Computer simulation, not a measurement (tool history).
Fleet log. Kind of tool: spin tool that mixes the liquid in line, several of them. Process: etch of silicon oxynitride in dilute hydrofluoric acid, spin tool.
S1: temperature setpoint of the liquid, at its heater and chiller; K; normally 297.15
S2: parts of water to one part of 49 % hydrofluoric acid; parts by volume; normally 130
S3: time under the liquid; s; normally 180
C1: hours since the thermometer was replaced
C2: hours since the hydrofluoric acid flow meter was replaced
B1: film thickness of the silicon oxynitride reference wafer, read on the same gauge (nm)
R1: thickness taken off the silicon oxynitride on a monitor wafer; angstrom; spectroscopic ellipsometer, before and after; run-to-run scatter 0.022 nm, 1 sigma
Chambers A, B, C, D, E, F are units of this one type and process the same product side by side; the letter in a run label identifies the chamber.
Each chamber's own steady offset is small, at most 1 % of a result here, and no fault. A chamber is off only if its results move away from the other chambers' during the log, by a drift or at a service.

Run 1A, hour 6.4: usual settings; C1 552.3; C2 1549.6; B1 39.969. Result: R1 31.363 angstrom.
Run 2C, hour 13.4: usual settings; C1 599.5; C2 541.3; B1 40.052. Result: R1 30.558 angstrom.
Run 3E, hour 19.6: usual settings; C1 170.3; C2 564.4; B1 40.032. Result: R1 31.082 angstrom.
Run 4B, hour 26.7: usual settings; C1 723.5; C2 573.1; B1 40. Result: R1 31.131 angstrom.
Run 5D, hour 31.7: usual settings; C1 799.6; C2 716.8; B1 40.006. Result: R1 31.152 angstrom.
Run 6F, hour 37.6: usual settings; C1 184.2; C2 477.7; B1 40.001. Result: R1 31.084 angstrom.
Run 7A, hour 41.9: usual settings but S1 299.65 K; C1 587.8; C2 1585.1; B1 39.992. Result: R1 35.347 angstrom.
Run 8D, hour 47: usual settings but S1 299.65 K; C1 814.9; C2 732.1; B1 40.002. Result: R1 34.197 angstrom.
Run 9C, hour 54.5: usual settings but S1 299.65 K; C1 640.6; C2 582.4; B1 40.024. Result: R1 34.443 angstrom.
Run 10E, hour 58: usual settings but S1 299.65 K; C1 208.7; C2 602.8; B1 40.02. Result: R1 35.051 angstrom.
At hour 63.8: chamber C: hydrofluoric acid flow meter replaced.
Run 11B, hour 64.2: usual settings but S1 299.65 K; C1 761; C2 610.6; B1 39.999. Result: R1 35.537 angstrom.
Run 12F, hour 68.3: usual settings but S1 299.65 K; C1 214.9; C2 508.4; B1 40.004. Result: R1 34.428 angstrom.
Run 13B, hour 71.9: usual settings; C1 768.7; C2 618.3; B1 39.999. Result: R1 31.417 angstrom.
Run 14F, hour 78.9: usual settings; C1 225.5; C2 519; B1 39.974. Result: R1 31.069 angstrom.
Run 15E, hour 83.3: usual settings but S1 300.65 K, S2 165 parts by volume; C1 234; C2 628.1; B1 40.05. Result: R1 27.773 angstrom.
Run 16D, hour 90.3: usual settings but S1 300.65 K, S2 165 parts by volume; C1 858.2; C2 775.4; B1 39.995. Result: R1 27.272 angstrom.
Run 17C, hour 97.2: usual settings but S1 300.65 K, S2 165 parts by volume; C1 683.3; C2 33.5; B1 40.004. Result: R1 27.908 angstrom.
Run 18A, hour 104.7: usual settings but S1 300.65 K, S2 165 parts by volume; C1 650.6; C2 1647.9; B1 40.003. Result: R1 28.077 angstrom.
Run 19F, hour 110: usual settings but S1 300.65 K, S2 165 parts by volume; C1 256.6; C2 550.1; B1 39.989. Result: R1 26.872 angstrom.
Run 20C, hour 116.4: usual settings but S1 300.65 K, S2 165 parts by volume; C1 702.5; C2 52.7; B1 40.027. Result: R1 27.5 angstrom.
Run 21E, hour 120.2: usual settings but S1 301.65 K; C1 270.9; C2 665; B1 39.972. Result: R1 37.709 angstrom.
Run 22D, hour 125.3: usual settings but S1 301.65 K; C1 893.2; C2 810.4; B1 40.022. Result: R1 37.62 angstrom.
Run 23B, hour 132.7: usual settings but S1 301.65 K; C1 829.5; C2 679.1; B1 39.991. Result: R1 38.161 angstrom.
Run 24A, hour 138.2: usual settings but S1 301.65 K; C1 684.1; C2 1681.4; B1 39.974. Result: R1 38.417 angstrom.
Run 25D, hour 145: usual settings but S1 301.65 K; C1 912.9; C2 830.1; B1 40.009. Result: R1 37.27 angstrom.
Run 26E, hour 150.4: usual settings but S1 301.65 K; C1 301.1; C2 695.2; B1 40.016. Result: R1 38.166 angstrom.
Run 27B, hour 156.7: usual settings but S1 300.15 K, S2 100 parts by volume; C1 853.5; C2 703.1; B1 39.991. Result: R1 47.73 angstrom.
Run 28A, hour 162.6: usual settings but S1 300.15 K, S2 100 parts by volume; C1 708.5; C2 1705.8; B1 39.982. Result: R1 47.964 angstrom.
Run 29F, hour 167.7: usual settings but S1 300.15 K, S2 100 parts by volume; C1 314.3; C2 607.8; B1 40.009. Result: R1 45.274 angstrom.
Run 30C, hour 171.1: usual settings but S1 300.15 K, S2 100 parts by volume; C1 757.2; C2 107.4; B1 40.015. Result: R1 47.316 angstrom.
Run 31E, hour 176.1: usual settings but S1 300.15 K, S2 100 parts by volume; C1 326.8; C2 720.9; B1 39.983. Result: R1 47.611 angstrom.
Run 32D, hour 180.3: usual settings but S1 300.15 K, S2 100 parts by volume; C1 948.2; C2 865.4; B1 40.023. Result: R1 47.897 angstrom.
Run 33A, hour 188: usual settings; C1 733.9; C2 1731.2; B1 40.001. Result: R1 31.159 angstrom.
Run 34B, hour 192.2: usual settings; C1 889; C2 738.6; B1 40.005. Result: R1 31.55 angstrom.
Run 35C, hour 198: usual settings; C1 784.1; C2 134.3; B1 40.01. Result: R1 31.005 angstrom.
Run 36F, hour 205.1: usual settings; C1 351.7; C2 645.2; B1 40.017. Result: R1 28.827 angstrom.
Run 37C, hour 211.5: usual settings; C1 797.6; C2 147.8; B1 40.006. Result: R1 30.98 angstrom.

Next, every chamber runs the same settings. What will each give?
Run 38A, hour 217: usual settings but S2 165 parts by volume. Result: R1 ?.
Run 38B, hour 217: usual settings but S2 165 parts by volume. Result: R1 ?.
Run 38C, hour 217: usual settings but S2 165 parts by volume. Result: R1 ?.
Run 38D, hour 217: usual settings but S2 165 parts by volume. Result: R1 ?.
Run 38E, hour 217: usual settings but S2 165 parts by volume. Result: R1 ?.
Run 38F, hour 217: usual settings but S2 165 parts by volume. Result: R1 ?.

run      R1
38A  23.967
38B  24.305
38C  23.747
38D  23.606
38E   23.85
38F  21.984
